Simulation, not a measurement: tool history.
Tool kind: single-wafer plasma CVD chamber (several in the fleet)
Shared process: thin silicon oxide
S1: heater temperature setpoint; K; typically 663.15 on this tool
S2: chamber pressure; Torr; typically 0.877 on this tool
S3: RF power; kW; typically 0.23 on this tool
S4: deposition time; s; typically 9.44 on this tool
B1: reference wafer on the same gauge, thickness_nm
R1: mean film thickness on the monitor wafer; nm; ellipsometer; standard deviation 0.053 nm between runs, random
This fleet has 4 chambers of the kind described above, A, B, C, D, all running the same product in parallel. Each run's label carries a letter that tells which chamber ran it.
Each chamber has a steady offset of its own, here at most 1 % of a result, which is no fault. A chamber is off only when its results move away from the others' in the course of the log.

run,day,S1,S2,S3,S4,B1,R1
1D,0.179,663.15,0.877,0.23,9.44,18.711,17.09
2C,0.438,663.15,0.877,0.23,9.44,18.708,16.855
# day 0.65: chamber B: capacitance manometer re-zeroed and calibrated
3A,0.654,663.15,0.877,0.23,9.44,18.705,16.855
4B,0.867,663.15,0.877,0.23,9.44,18.716,16.827
5C,1.096,663.15,0.877,0.23,9.44,18.704,16.894
6D,1.35,663.15,0.975,0.23,9.44,18.699,18.67
7B,1.496,663.15,0.975,0.23,9.44,18.701,18.305
8A,1.708,663.15,0.975,0.23,9.44,18.694,18.36
9B,1.862,663.15,0.975,0.23,9.44,18.699,18.373
10C,2.025,663.15,0.877,0.23,9.44,18.704,16.888
11A,2.238,663.15,0.877,0.23,9.44,18.694,16.709
12D,2.492,663.15,0.877,0.23,9.44,18.692,17.103
13A,2.621,663.15,0.877,0.25,8.12,18.704,14.983
14B,2.792,663.15,0.877,0.25,8.12,18.699,14.961
15C,2.962,663.15,0.877,0.25,8.12,18.699,14.999
16D,3.171,663.15,0.877,0.25,8.12,18.713,15.16
17D,3.292,663.15,0.877,0.23,9.44,18.694,17.045
18C,3.438,663.15,0.877,0.265,9.44,18.699,17.721
19A,3.692,663.15,0.877,0.265,9.44,18.694,17.905
20B,3.929,663.15,0.877,0.265,9.44,18.7,17.905
21A,4.167,663.15,0.877,0.265,9.44,18.697,17.945
22C,4.388,663.15,0.877,0.23,9.44,18.7,16.494
23B,4.642,663.15,0.877,0.23,9.44,18.693,16.861
24D,4.9,669.15,0.877,0.23,9.44,18.706,16.838
25C,5.167,669.15,0.877,0.23,9.44,18.709,16.282
26B,5.333,669.15,0.877,0.23,9.44,18.699,16.73

Has any chamber moved away from the others, gradually or after a service, or does the common gauge drift, or do the chambers differ only by their own small steady offsets? State the chamber and the most likely cause if one applies.

Little by little, chamber C moves away from the other chambers.
Likeliest cause: true pressure below the setpoint (%) = 3.79.
Not necessarily distinguishable in this log from: delivered RF power below the setpoint (%).

Here are 4 candidates for chamber C's next run, each the usual settings with a change, their results left as question marks. Which one brings its results back in line with what the others give on the usual settings?
Allowed miss from the other chambers' usual-settings mean, per result, to count as in line: R1 0.19 nm
27C-1,5.525,663.15,0.877,0.23,9.56,,?
27C-2,5.525,663.15,0.877,0.235,9.69,,?
27C-3,5.525,663.15,0.845,0.23,9.44,,?
27C-4,5.525,682.15,0.877,0.23,9.44,,?

The other chambers' mean on the usual settings: R1 16.868 nm
run,R1
27C-1,16.495
27C-2,16.884
27C-3,15.747
27C-4,16.089
The right change is 27C-2: it brings the chamber back within the allowed miss of the others.

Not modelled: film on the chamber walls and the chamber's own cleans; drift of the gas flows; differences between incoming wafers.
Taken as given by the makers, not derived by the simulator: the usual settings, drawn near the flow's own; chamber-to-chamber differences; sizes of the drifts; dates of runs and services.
